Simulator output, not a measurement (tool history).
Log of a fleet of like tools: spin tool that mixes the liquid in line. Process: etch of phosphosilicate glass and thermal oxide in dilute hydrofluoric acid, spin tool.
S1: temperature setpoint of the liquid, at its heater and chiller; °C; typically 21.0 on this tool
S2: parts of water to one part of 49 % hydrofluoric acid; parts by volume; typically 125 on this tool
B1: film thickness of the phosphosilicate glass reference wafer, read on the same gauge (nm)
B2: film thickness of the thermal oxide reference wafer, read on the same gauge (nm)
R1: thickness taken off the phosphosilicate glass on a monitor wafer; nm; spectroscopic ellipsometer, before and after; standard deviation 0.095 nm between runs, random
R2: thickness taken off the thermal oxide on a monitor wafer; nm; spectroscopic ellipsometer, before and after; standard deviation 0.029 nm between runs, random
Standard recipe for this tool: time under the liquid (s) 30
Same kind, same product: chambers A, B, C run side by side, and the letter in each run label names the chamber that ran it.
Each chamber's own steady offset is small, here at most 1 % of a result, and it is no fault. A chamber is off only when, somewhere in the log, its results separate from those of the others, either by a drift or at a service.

run 1C day=0.196 | S1=21.0 S2=125 time_under_the_liquid_(s)=30 | B1=79.994 B2=50.006 | R1=25.132 R2=0.96632
run 2A day=0.429 | S1=21.0 S2=125 time_under_the_liquid_(s)=30 | B1=80.040 B2=49.980 | R1=25.225 R2=0.97941
run 3B day=0.588 | S1=21.0 S2=125 time_under_the_liquid_(s)=30 | B1=79.983 B2=50.007 | R1=25.314 R2=1.07290
run 4B day=0.812 | S1=21.0 S2=125 time_under_the_liquid_(s)=30 | B1=80.008 B2=49.982 | R1=25.260 R2=0.96366
run 5A day=0.954 | S1=21.0 S2=125 time_under_the_liquid_(s)=30 | B1=79.981 B2=50.018 | R1=25.295 R2=0.97121
run 6C day=1.217 | S1=17.0 S2=125 time_under_the_liquid_(s)=30 | B1=80.018 B2=50.023 | R1=21.393 R2=0.87035
run 7B day=1.542 | S1=17.0 S2=125 time_under_the_liquid_(s)=30 | B1=79.979 B2=49.978 | R1=21.449 R2=0.86475
run 8A day=1.812 | S1=17.0 S2=125 time_under_the_liquid_(s)=30 | B1=80.000 B2=49.965 | R1=21.478 R2=0.82145
run 9C day=2.058 | S1=21.0 S2=125 time_under_the_liquid_(s)=30 | B1=79.992 B2=49.991 | R1=25.242 R2=1.01230
run 10C day=2.371 | S1=21.0 S2=125 time_under_the_liquid_(s)=30 | B1=80.016 B2=50.017 | R1=25.073 R2=1.04840
run 11A day=2.629 | S1=25.5 S2=125 time_under_the_liquid_(s)=45 | B1=79.983 B2=50.005 | R1=45.017 R2=1.71270
run 12B day=2.817 | S1=25.5 S2=125 time_under_the_liquid_(s)=45 | B1=80.002 B2=50.005 | R1=44.815 R2=1.71900
run 13B day=3.054 | S1=25.5 S2=125 time_under_the_liquid_(s)=45 | B1=79.995 B2=50.015 | R1=45.144 R2=1.78940
run 14A day=3.304 | S1=21.0 S2=125 time_under_the_liquid_(s)=30 | B1=80.026 B2=50.010 | R1=25.258 R2=1.00970
run 15C day=3.629 | S1=21.0 S2=125 time_under_the_liquid_(s)=30 | B1=79.984 B2=49.990 | R1=25.102 R2=0.94959
run 16C day=3.833 | S1=21.0 S2=125 time_under_the_liquid_(s)=30 | B1=79.991 B2=50.001 | R1=25.138 R2=0.95799
run 17B day=4.012 | S1=21.0 S2=125 time_under_the_liquid_(s)=30 | B1=79.977 B2=49.989 | R1=25.181 R2=1.02260
run 18A day=4.267 | S1=21.0 S2=125 time_under_the_liquid_(s)=30 | B1=79.974 B2=50.021 | R1=25.506 R2=1.00700
run 19A day=4.500 | S1=21.0 S2=75 time_under_the_liquid_(s)=15 | B1=80.019 B2=50.003 | R1=22.079 R2=0.87985
run 20C day=4.779 | S1=21.0 S2=75 time_under_the_liquid_(s)=15 | B1=79.958 B2=49.990 | R1=22.157 R2=0.87931
run 21B day=5.104 | S1=21.0 S2=75 time_under_the_liquid_(s)=15 | B1=80.033 B2=50.015 | R1=22.533 R2=0.88388
run 22C day=5.267 | S1=21.0 S2=125 time_under_the_liquid_(s)=30 | B1=80.017 B2=50.027 | R1=25.098 R2=0.99750
run 23A day=5.483 | S1=21.0 S2=125 time_under_the_liquid_(s)=30 | B1=80.023 B2=49.984 | R1=25.344 R2=0.96264
run 24B day=5.804 | S1=21.0 S2=125 time_under_the_liquid_(s)=30 | B1=80.014 B2=50.019 | R1=25.159 R2=0.97541
run 25C day=5.992 | S1=21.0 S2=155 time_under_the_liquid_(s)=30 | B1=79.998 B2=49.985 | R1=19.511 R2=0.77173
run 26B day=6.162 | S1=21.0 S2=155 time_under_the_liquid_(s)=30 | B1=80.030 B2=50.047 | R1=19.624 R2=0.78485
run 27A day=6.458 | S1=21.0 S2=155 time_under_the_liquid_(s)=30 | B1=80.004 B2=50.011 | R1=19.683 R2=0.77972
run 28C day=6.729 | S1=21.0 S2=125 time_under_the_liquid_(s)=20 | B1=80.007 B2=50.061 | R1=16.650 R2=0.69288
run 29B day=7.025 | S1=21.0 S2=125 time_under_the_liquid_(s)=20 | B1=80.026 B2=49.997 | R1=16.758 R2=0.68547
run 30A day=7.167 | S1=21.0 S2=125 time_under_the_liquid_(s)=20 | B1=80.007 B2=49.999 | R1=16.828 R2=0.63678
run 31B day=7.325 | S1=21.0 S2=125 time_under_the_liquid_(s)=30 | B1=80.001 B2=50.008 | R1=25.252 R2=0.98564
run 32C day=7.646 | S1=21.0 S2=125 time_under_the_liquid_(s)=30 | B1=80.026 B2=50.014 | R1=25.176 R2=1.00120
run 33A day=7.858 | S1=21.0 S2=125 time_under_the_liquid_(s)=30 | B1=80.027 B2=50.004 | R1=25.478 R2=1.05280

Each of the 3 chambers runs these same settings next. Fill in every chamber's results:
run 34A day=8.092 | S1=21.0 S2=125 time_under_the_liquid_(s)=30 | R1=? R2=?
run 34B day=8.092 | S1=21.0 S2=125 time_under_the_liquid_(s)=30 | R1=? R2=?
run 34C day=8.092 | S1=21.0 S2=125 time_under_the_liquid_(s)=30 | R1=? R2=?

run=34A R1=25.440 R2=0.98170
run=34B R1=25.000 R2=0.95878
run=34C R1=25.107 R2=0.94957

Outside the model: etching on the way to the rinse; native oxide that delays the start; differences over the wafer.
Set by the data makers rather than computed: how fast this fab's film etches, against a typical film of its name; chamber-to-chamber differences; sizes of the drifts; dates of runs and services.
